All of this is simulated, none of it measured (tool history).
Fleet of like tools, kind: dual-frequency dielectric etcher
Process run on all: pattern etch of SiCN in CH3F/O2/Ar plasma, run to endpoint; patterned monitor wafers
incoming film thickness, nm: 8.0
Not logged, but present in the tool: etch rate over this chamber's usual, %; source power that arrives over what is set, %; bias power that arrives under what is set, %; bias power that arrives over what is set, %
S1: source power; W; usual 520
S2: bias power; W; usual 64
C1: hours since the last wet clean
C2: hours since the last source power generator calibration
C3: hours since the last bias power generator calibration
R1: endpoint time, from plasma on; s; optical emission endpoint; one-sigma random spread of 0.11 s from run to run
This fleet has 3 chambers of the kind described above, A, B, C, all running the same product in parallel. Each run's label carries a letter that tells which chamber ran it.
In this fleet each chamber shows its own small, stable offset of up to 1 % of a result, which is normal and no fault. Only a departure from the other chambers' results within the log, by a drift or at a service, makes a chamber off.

{"run": "1B", "hour": 5.0, "S1": 520, "S2": 64, "C1": 282.9, "C2": 5415.2, "C3": 922.8, "R1": 19.996}
{"run": "2A", "hour": 13.0, "S1": 520, "S2": 64, "C1": 308.8, "C2": 742.5, "C3": 2763.6, "R1": 20.106}
{"run": "3C", "hour": 23.1, "S1": 520, "S2": 64, "C1": 486.9, "C2": 721.6, "C3": 2039.1, "R1": 20.14}
{"run": "4A", "hour": 29.7, "S1": 520, "S2": 64, "C1": 325.5, "C2": 759.2, "C3": 2780.3, "R1": 20.124}
{"run": "5B", "hour": 37.9, "S1": 520, "S2": 76, "C1": 315.8, "C2": 5448.1, "C3": 955.7, "R1": 18.977}
{"run": "6C", "hour": 47.6, "S1": 520, "S2": 76, "C1": 511.4, "C2": 746.1, "C3": 2063.6, "R1": 18.83}
{"run": "7B", "hour": 55.0, "S1": 520, "S2": 76, "C1": 332.9, "C2": 5465.2, "C3": 972.8, "R1": 18.776}
{"run": "8A", "hour": 61.9, "S1": 520, "S2": 64, "C1": 357.7, "C2": 791.4, "C3": 2812.5, "R1": 19.993}
{"run": "9C", "hour": 68.6, "S1": 520, "S2": 64, "C1": 532.4, "C2": 767.1, "C3": 2084.6, "R1": 20.096}
{"run": "10A", "hour": 74.3, "S1": 520, "S2": 64, "C1": 370.1, "C2": 803.8, "C3": 2824.9, "R1": 19.993}
{"hour": 81.8, "done": "chamber B: wet clean of the chamber"}
{"run": "11C", "hour": 84.5, "S1": 520, "S2": 64, "C1": 548.3, "C2": 783.0, "C3": 2100.5, "R1": 19.863}
{"run": "12B", "hour": 89.7, "S1": 520, "S2": 64, "C1": 7.9, "C2": 5499.9, "C3": 1007.5, "R1": 19.694}
{"run": "13A", "hour": 99.9, "S1": 390, "S2": 64, "C1": 395.7, "C2": 829.4, "C3": 2850.5, "R1": 22.228}
{"run": "14B", "hour": 104.7, "S1": 390, "S2": 64, "C1": 22.9, "C2": 5514.9, "C3": 1022.5, "R1": 22.265}
{"run": "15C", "hour": 112.1, "S1": 390, "S2": 64, "C1": 575.9, "C2": 810.6, "C3": 2128.1, "R1": 22.446}
{"run": "16B", "hour": 122.6, "S1": 520, "S2": 64, "C1": 40.8, "C2": 5532.8, "C3": 1040.4, "R1": 19.998}
{"hour": 124.5, "done": "chamber C: wet clean of the chamber"}
{"run": "17C", "hour": 128.9, "S1": 520, "S2": 64, "C1": 4.5, "C2": 827.4, "C3": 2144.9, "R1": 20.018}
{"run": "18A", "hour": 137.4, "S1": 520, "S2": 64, "C1": 433.2, "C2": 866.9, "C3": 2888.0, "R1": 19.778}
{"run": "19B", "hour": 144.7, "S1": 520, "S2": 64, "C1": 62.9, "C2": 5554.9, "C3": 1062.5, "R1": 20.046}
{"run": "20C", "hour": 152.3, "S1": 610, "S2": 49, "C1": 27.9, "C2": 850.8, "C3": 2168.3, "R1": 20.348}
{"run": "21A", "hour": 160.1, "S1": 610, "S2": 49, "C1": 455.9, "C2": 889.6, "C3": 2910.7, "R1": 20.16}
{"hour": 168.2, "done": "chamber B: source power generator calibrated"}
{"run": "22B", "hour": 168.7, "S1": 610, "S2": 49, "C1": 86.9, "C2": 0.6, "C3": 1086.5, "R1": 20.446}
{"run": "23A", "hour": 179.5, "S1": 520, "S2": 64, "C1": 475.3, "C2": 909.0, "C3": 2930.1, "R1": 19.589}
{"run": "24C", "hour": 190.1, "S1": 520, "S2": 64, "C1": 65.7, "C2": 888.6, "C3": 2206.1, "R1": 20.101}
{"run": "25C", "hour": 195.0, "S1": 520, "S2": 64, "C1": 70.6, "C2": 893.5, "C3": 2211.0, "R1": 19.954}
{"run": "26B", "hour": 200.5, "S1": 520, "S2": 64, "C1": 118.7, "C2": 32.4, "C3": 1118.3, "R1": 19.968}
{"run": "27A", "hour": 207.2, "S1": 520, "S2": 64, "C1": 503.0, "C2": 936.7, "C3": 2957.8, "R1": 19.623}
{"run": "28B", "hour": 213.6, "S1": 520, "S2": 64, "C1": 131.8, "C2": 45.5, "C3": 1131.4, "R1": 19.877}
{"run": "29A", "hour": 223.5, "S1": 520, "S2": 64, "C1": 519.3, "C2": 953.0, "C3": 2974.1, "R1": 19.529}
{"run": "30C", "hour": 228.5, "S1": 520, "S2": 64, "C1": 104.1, "C2": 927.0, "C3": 2244.5, "R1": 19.832}
{"run": "31B", "hour": 237.9, "S1": 520, "S2": 64, "C1": 156.1, "C2": 69.8, "C3": 1155.7, "R1": 19.992}
{"run": "32C", "hour": 243.6, "S1": 520, "S2": 64, "C1": 119.2, "C2": 942.1, "C3": 2259.6, "R1": 19.997}
{"run": "33A", "hour": 252.6, "S1": 520, "S2": 64, "C1": 548.4, "C2": 982.1, "C3": 3003.2, "R1": 19.525}
{"run": "34A", "hour": 258.6, "S1": 520, "S2": 64, "C1": 554.4, "C2": 988.1, "C3": 3009.2, "R1": 19.455}
{"run": "35C", "hour": 266.1, "S1": 520, "S2": 64, "C1": 141.7, "C2": 964.6, "C3": 2282.1, "R1": 19.983}
{"run": "36B", "hour": 275.0, "S1": 520, "S2": 64, "C1": 193.2, "C2": 106.9, "C3": 1192.8, "R1": 19.936}
{"run": "37B", "hour": 284.1, "S1": 520, "S2": 64, "C1": 202.3, "C2": 116.0, "C3": 1201.9, "R1": 20.168}
{"run": "38A", "hour": 290.6, "S1": 520, "S2": 64, "C1": 586.4, "C2": 1020.1, "C3": 3041.2, "R1": 19.337}
{"run": "39C", "hour": 300.5, "S1": 520, "S2": 64, "C1": 176.1, "C2": 999.0, "C3": 2316.5, "R1": 19.899}
{"run": "40B", "hour": 310.6, "S1": 520, "S2": 64, "C1": 228.8, "C2": 142.5, "C3": 1228.4, "R1": 19.911}
{"run": "41A", "hour": 316.9, "S1": 520, "S2": 64, "C1": 612.7, "C2": 1046.4, "C3": 3067.5, "R1": 19.118}

Which is it: a chamber that has drifted or been left off by a service, a gauge drift common to all chambers, or only each chamber's usual small offset? If a chamber is off, name it and its likeliest cause.

It is chamber A that slowly wanders off from its peers.
Likeliest cause: etch rate over this chamber's usual, % = 5.11.

Here are 4 candidates for chamber A's next run, each the usual settings with a change, their results left as question marks. Which one brings its results back in line with what the others give on the usual settings?
Allowed miss from the other chambers' usual-settings mean, per result, to count as in line: R1 0.400 s
{"run": "42A-1", "hour": 324.8, "S1": 460, "S2": 57, "R1": "?"}
{"run": "42A-2", "hour": 324.8, "S1": 550, "S2": 67, "R1": "?"}
{"run": "42A-3", "hour": 324.8, "S1": 580, "S2": 71, "R1": "?"}
{"run": "42A-4", "hour": 324.8, "S1": 460, "S2": 64, "R1": "?"}

Mean of the other chambers on the usual settings: R1 19.982 s
run=42A-1 R1=20.894
run=42A-2 R1=18.483
run=42A-3 R1=17.759
run=42A-4 R1=20.104
It is 42A-4 that realigns the chamber with its peers.
